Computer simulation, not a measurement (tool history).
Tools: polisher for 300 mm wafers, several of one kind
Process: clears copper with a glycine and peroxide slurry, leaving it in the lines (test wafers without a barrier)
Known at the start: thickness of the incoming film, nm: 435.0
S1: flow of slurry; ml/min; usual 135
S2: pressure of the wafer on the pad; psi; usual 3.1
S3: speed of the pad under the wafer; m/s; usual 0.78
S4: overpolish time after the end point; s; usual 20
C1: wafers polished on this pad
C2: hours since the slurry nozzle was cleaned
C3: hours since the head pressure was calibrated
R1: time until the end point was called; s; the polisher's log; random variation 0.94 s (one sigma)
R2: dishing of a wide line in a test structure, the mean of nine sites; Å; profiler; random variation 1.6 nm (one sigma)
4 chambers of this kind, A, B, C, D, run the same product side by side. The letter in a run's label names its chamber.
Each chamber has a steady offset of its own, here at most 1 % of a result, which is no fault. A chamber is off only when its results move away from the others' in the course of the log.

run   hour   S1   S2    S3  S4   C1     C2      C3      R1      R2
 1D    2.3  135  3.1  0.78  20  540   95.9   920.9  90.049  665.02
 2C    6.4  135  3.1  0.78  20  646  111.4   254.1  90.412  651.16
 3A   10.7  135  3.1  0.78  20  385  177.9   244.9  89.766  650.72
 4B   13.3  135  3.1  0.78  20  114   44.8   929.8  88.568  651.75
 5D   16.8  135  3.1  0.78  20  650  110.4   935.4  90.880  635.19
 6C   20.8  160  3.1  0.96  20  754  125.8   268.5  70.544  758.19
 7A   25.6  160  3.1  0.96  20  497  192.8   259.8  73.720  774.20
 8B   30.0  160  3.1  0.96  20  239   61.5   946.5  72.202  757.61
 9B   33.2  160  3.1  0.96  20  263   64.7   949.7  74.014  777.89
10C   35.6  135  3.1  0.78  20  866  140.6   283.3  88.835  670.52
11A   39.7  135  3.1  0.78  20  603  206.9   273.9  90.619  650.80
12D   42.6  135  3.1  0.78  20  844  136.2   961.2  89.717  666.01
      43.6  -- chamber C: head pressure recalibrated
      45.7  -- chamber C: worn pad replaced by a new one
13D   47.5  135  3.1  0.78  20  881  141.1   966.1  89.652  677.68
      49.1  -- chamber A: worn pad replaced by a new one
14B   50.2  135  3.1  0.78  20  392   81.7   966.7  90.250  662.33
15C   53.7  135  3.1  0.78  20   60  158.7    10.2  89.706  659.28
16A   56.4  135  3.1  0.78  20   55  223.6   290.6  90.458  640.61
17B   60.3  150  3.6  0.78  20  468   91.8   976.8  78.005  744.24
      62.3  -- chamber D: worn pad replaced by a new one
18C   62.9  150  3.6  0.78  20  130  167.9    19.4  77.999  779.21
19A   66.7  150  3.6  0.78  20  133  233.9   300.9  80.030  742.20
20D   69.2  150  3.6  0.78  20   52  162.8   987.8  79.453  746.82
21D   72.7  135  3.1  0.78  13   78  166.3   991.3  90.099  448.43
22B   76.5  135  3.1  0.78  13  590  108.0   993.0  90.094  443.71
23A   80.9  135  3.1  0.78  13  240  248.1   315.1  96.416  421.86
24C   83.9  135  3.1  0.78  13  288  188.9    40.4  88.115  442.89
25A   87.9  135  3.1  0.78  20  292  255.1   322.1  96.837  604.33
26D   92.4  135  3.1  0.78  20  226  186.0  1011.0  90.923  655.22
27B   96.7  135  3.1  0.78  20  742  128.2  1013.2  87.930  630.83
28C   98.9  135  3.1  0.78  20  401  203.9    55.4  88.057  660.55
29C  102.5  135  3.1  0.78  20  428  207.5    59.0  86.666  632.48

Is one chamber off against the others, does the gauge drift, or is nothing wrong? If a chamber is off, say which, and what the likeliest cause is.

Chamber A drifts away from the others.
Cause: slurry flow missing at the pad, % = 39.4.
The log may not tell that from: head's pressure below its setpoint, %.

Here are 4 candidates for chamber A's next run, each the usual settings with a change, their results left as question marks. Which one brings its results back in line with what the others give on the usual settings?
In line means no further than this from the other chambers' mean on the usual settings: R1 3.300 s; R2 56.00 Å
30A-1  106.1  130  2.9  0.72  20               ?   ?
30A-2  106.1  130  2.6  0.66  20               ?   ?
30A-3  106.1  140  3.6  0.90  20               ?   ?
30A-4  106.1  140  3.3  0.84  20               ?   ?

The other chambers' mean on the usual settings: R1 89.333 s; R2 655.97 Å
  run       R1      R2
30A-1  115.100  526.54
30A-2  133.360  462.15
30A-3   79.064  725.78
30A-4   89.913  650.98
30A-4 brings the chamber back in line.

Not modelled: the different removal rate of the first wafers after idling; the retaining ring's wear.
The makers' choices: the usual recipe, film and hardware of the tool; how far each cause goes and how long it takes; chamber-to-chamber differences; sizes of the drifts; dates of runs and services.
